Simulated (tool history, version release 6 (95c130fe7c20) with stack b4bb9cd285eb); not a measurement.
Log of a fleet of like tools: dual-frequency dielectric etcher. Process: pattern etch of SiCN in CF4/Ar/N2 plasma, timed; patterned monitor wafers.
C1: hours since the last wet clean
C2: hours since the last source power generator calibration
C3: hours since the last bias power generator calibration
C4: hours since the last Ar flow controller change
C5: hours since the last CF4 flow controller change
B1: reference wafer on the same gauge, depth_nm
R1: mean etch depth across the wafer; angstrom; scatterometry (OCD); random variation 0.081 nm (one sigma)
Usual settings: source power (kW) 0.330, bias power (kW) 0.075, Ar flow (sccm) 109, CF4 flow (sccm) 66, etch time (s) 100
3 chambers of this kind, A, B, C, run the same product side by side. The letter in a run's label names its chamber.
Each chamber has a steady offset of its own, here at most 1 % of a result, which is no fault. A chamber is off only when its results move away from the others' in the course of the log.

{"run": "1C", "hour": 4.6, "source power (kW)": 0.33, "bias power (kW)": 0.075, "Ar flow (sccm)": 109, "CF4 flow (sccm)": 66, "etch time (s)": 100, "C1": 292.6, "C2": 1494.8, "C3": 3270.3, "C4": 3749.9, "C5": 3146.8, "B1": 77.522, "R1": 657.43}
{"run": "2B", "hour": 9.5, "source power (kW)": 0.33, "bias power (kW)": 0.075, "Ar flow (sccm)": 109, "CF4 flow (sccm)": 66, "etch time (s)": 100, "C1": 421.1, "C2": 4473.1, "C3": 592.2, "C4": 2626.6, "C5": 1408.9, "B1": 77.523, "R1": 649.97}
{"run": "3A", "hour": 12.1, "source power (kW)": 0.33, "bias power (kW)": 0.075, "Ar flow (sccm)": 109, "CF4 flow (sccm)": 66, "etch time (s)": 100, "C1": 441.3, "C2": 20.9, "C3": 1173.9, "C4": 571.6, "C5": 2898.5, "B1": 77.527, "R1": 649.07}
{"run": "4C", "hour": 15.4, "source power (kW)": 0.33, "bias power (kW)": 0.075, "Ar flow (sccm)": 109, "CF4 flow (sccm)": 66, "etch time (s)": 100, "C1": 303.4, "C2": 1505.6, "C3": 3281.1, "C4": 3760.7, "C5": 3157.6, "B1": 77.536, "R1": 658.37}
{"run": "5A", "hour": 18.3, "source power (kW)": 0.33, "bias power (kW)": 0.075, "Ar flow (sccm)": 109, "CF4 flow (sccm)": 66, "etch time (s)": 100, "C1": 447.5, "C2": 27.1, "C3": 1180.1, "C4": 577.8, "C5": 2904.7, "B1": 77.58, "R1": 650.49}
{"run": "6B", "hour": 20.9, "source power (kW)": 0.39, "bias power (kW)": 0.075, "Ar flow (sccm)": 90, "CF4 flow (sccm)": 66, "etch time (s)": 100, "C1": 432.5, "C2": 4484.5, "C3": 603.6, "C4": 2638.0, "C5": 1420.3, "B1": 77.595, "R1": 774.99}
{"run": "7C", "hour": 25.8, "source power (kW)": 0.39, "bias power (kW)": 0.075, "Ar flow (sccm)": 90, "CF4 flow (sccm)": 66, "etch time (s)": 100, "C1": 313.8, "C2": 1516.0, "C3": 3291.5, "C4": 3771.1, "C5": 3168.0, "B1": 77.56, "R1": 786.21}
{"run": "8B", "hour": 30.3, "source power (kW)": 0.39, "bias power (kW)": 0.075, "Ar flow (sccm)": 90, "CF4 flow (sccm)": 66, "etch time (s)": 100, "C1": 441.9, "C2": 4493.9, "C3": 613.0, "C4": 2647.4, "C5": 1429.7, "B1": 77.598, "R1": 774.51}
{"run": "9A", "hour": 33.3, "source power (kW)": 0.33, "bias power (kW)": 0.075, "Ar flow (sccm)": 109, "CF4 flow (sccm)": 66, "etch time (s)": 100, "C1": 462.5, "C2": 42.1, "C3": 1195.1, "C4": 592.8, "C5": 2919.7, "B1": 77.626, "R1": 651.84}
{"run": "10C", "hour": 36.6, "source power (kW)": 0.33, "bias power (kW)": 0.062, "Ar flow (sccm)": 109, "CF4 flow (sccm)": 71, "etch time (s)": 100, "C1": 324.6, "C2": 1526.8, "C3": 3302.3, "C4": 3781.9, "C5": 3178.8, "B1": 77.642, "R1": 621.65}
{"run": "11B", "hour": 40.3, "source power (kW)": 0.33, "bias power (kW)": 0.062, "Ar flow (sccm)": 109, "CF4 flow (sccm)": 71, "etch time (s)": 100, "C1": 451.9, "C2": 4503.9, "C3": 623.0, "C4": 2657.4, "C5": 1439.7, "B1": 77.625, "R1": 615.68}
{"run": "12A", "hour": 45.0, "source power (kW)": 0.33, "bias power (kW)": 0.062, "Ar flow (sccm)": 109, "CF4 flow (sccm)": 71, "etch time (s)": 100, "C1": 474.2, "C2": 53.8, "C3": 1206.8, "C4": 604.5, "C5": 2931.4, "B1": 77.672, "R1": 614.61}
{"run": "13C", "hour": 48.5, "source power (kW)": 0.33, "bias power (kW)": 0.075, "Ar flow (sccm)": 109, "CF4 flow (sccm)": 66, "etch time (s)": 100, "C1": 336.5, "C2": 1538.7, "C3": 3314.2, "C4": 3793.8, "C5": 3190.7, "B1": 77.678, "R1": 658.6}
{"run": "14B", "hour": 51.3, "source power (kW)": 0.29, "bias power (kW)": 0.075, "Ar flow (sccm)": 99, "CF4 flow (sccm)": 66, "etch time (s)": 100, "C1": 462.9, "C2": 4514.9, "C3": 634.0, "C4": 2668.4, "C5": 1450.7, "B1": 77.694, "R1": 588.62}
{"run": "15A", "hour": 55.6, "source power (kW)": 0.29, "bias power (kW)": 0.075, "Ar flow (sccm)": 99, "CF4 flow (sccm)": 66, "etch time (s)": 100, "C1": 484.8, "C2": 64.4, "C3": 1217.4, "C4": 615.1, "C5": 2942.0, "B1": 77.698, "R1": 590.81}
{"run": "16A", "hour": 59.5, "source power (kW)": 0.29, "bias power (kW)": 0.075, "Ar flow (sccm)": 99, "CF4 flow (sccm)": 66, "etch time (s)": 100, "C1": 488.7, "C2": 68.3, "C3": 1221.3, "C4": 619.0, "C5": 2945.9, "B1": 77.714, "R1": 589.61}
{"run": "17C", "hour": 62.1, "source power (kW)": 0.33, "bias power (kW)": 0.075, "Ar flow (sccm)": 109, "CF4 flow (sccm)": 66, "etch time (s)": 100, "C1": 350.1, "C2": 1552.3, "C3": 3327.8, "C4": 3807.4, "C5": 3204.3, "B1": 77.764, "R1": 658.67}
{"run": "18B", "hour": 64.3, "source power (kW)": 0.33, "bias power (kW)": 0.075, "Ar flow (sccm)": 109, "CF4 flow (sccm)": 66, "etch time (s)": 100, "C1": 475.9, "C2": 4527.9, "C3": 647.0, "C4": 2681.4, "C5": 1463.7, "B1": 77.755, "R1": 651.11}
{"run": "19B", "hour": 69.0, "source power (kW)": 0.33, "bias power (kW)": 0.075, "Ar flow (sccm)": 109, "CF4 flow (sccm)": 66, "etch time (s)": 100, "C1": 480.6, "C2": 4532.6, "C3": 651.7, "C4": 2686.1, "C5": 1468.4, "B1": 77.778, "R1": 653.39}
{"run": "20C", "hour": 71.7, "source power (kW)": 0.33, "bias power (kW)": 0.075, "Ar flow (sccm)": 109, "CF4 flow (sccm)": 66, "etch time (s)": 100, "C1": 359.7, "C2": 1561.9, "C3": 3337.4, "C4": 3817.0, "C5": 3213.9, "B1": 77.786, "R1": 660.25}
{"run": "21A", "hour": 74.2, "source power (kW)": 0.33, "bias power (kW)": 0.075, "Ar flow (sccm)": 125, "CF4 flow (sccm)": 66, "etch time (s)": 100, "C1": 503.4, "C2": 83.0, "C3": 1236.0, "C4": 633.7, "C5": 2960.6, "B1": 77.768, "R1": 639.44}
{"run": "22A", "hour": 78.6, "source power (kW)": 0.33, "bias power (kW)": 0.075, "Ar flow (sccm)": 125, "CF4 flow (sccm)": 66, "etch time (s)": 100, "C1": 507.8, "C2": 87.4, "C3": 1240.4, "C4": 638.1, "C5": 2965.0, "B1": 77.784, "R1": 638.97}
{"hour": 80.6, "done": "chamber C: wet clean of the chamber"}
{"run": "23C", "hour": 82.8, "source power (kW)": 0.33, "bias power (kW)": 0.075, "Ar flow (sccm)": 125, "CF4 flow (sccm)": 66, "etch time (s)": 100, "C1": 2.2, "C2": 1573.0, "C3": 3348.5, "C4": 3828.1, "C5": 3225.0, "B1": 77.803, "R1": 647.21}
{"run": "24B", "hour": 87.6, "source power (kW)": 0.26, "bias power (kW)": 0.075, "Ar flow (sccm)": 109, "CF4 flow (sccm)": 54, "etch time (s)": 100, "C1": 499.2, "C2": 4551.2, "C3": 670.3, "C4": 2704.7, "C5": 1487.0, "B1": 77.809, "R1": 514.33}
{"run": "25C", "hour": 92.8, "source power (kW)": 0.26, "bias power (kW)": 0.075, "Ar flow (sccm)": 109, "CF4 flow (sccm)": 54, "etch time (s)": 100, "C1": 12.2, "C2": 1583.0, "C3": 3358.5, "C4": 3838.1, "C5": 3235.0, "B1": 77.808, "R1": 519.64}
{"run": "26A", "hour": 96.1, "source power (kW)": 0.26, "bias power (kW)": 0.075, "Ar flow (sccm)": 109, "CF4 flow (sccm)": 54, "etch time (s)": 100, "C1": 525.3, "C2": 104.9, "C3": 1257.9, "C4": 655.6, "C5": 2982.5, "B1": 77.835, "R1": 515.17}
{"run": "27B", "hour": 99.9, "source power (kW)": 0.33, "bias power (kW)": 0.075, "Ar flow (sccm)": 109, "CF4 flow (sccm)": 66, "etch time (s)": 100, "C1": 511.5, "C2": 4563.5, "C3": 682.6, "C4": 2717.0, "C5": 1499.3, "B1": 77.878, "R1": 651.74}
{"run": "28B", "hour": 104.1, "source power (kW)": 0.33, "bias power (kW)": 0.075, "Ar flow (sccm)": 109, "CF4 flow (sccm)": 66, "etch time (s)": 100, "C1": 515.7, "C2": 4567.7, "C3": 686.8, "C4": 2721.2, "C5": 1503.5, "B1": 77.896, "R1": 652.94}

What goes on in this fleet: one chamber off, a drifting gauge, or nothing beyond the chambers' own small offsets? Name the chamber and the cause, if any.

The gauge drifts, so all chambers seem to drift together. No chamber is off.
Cause: gauge reads high (%) = 0.515.

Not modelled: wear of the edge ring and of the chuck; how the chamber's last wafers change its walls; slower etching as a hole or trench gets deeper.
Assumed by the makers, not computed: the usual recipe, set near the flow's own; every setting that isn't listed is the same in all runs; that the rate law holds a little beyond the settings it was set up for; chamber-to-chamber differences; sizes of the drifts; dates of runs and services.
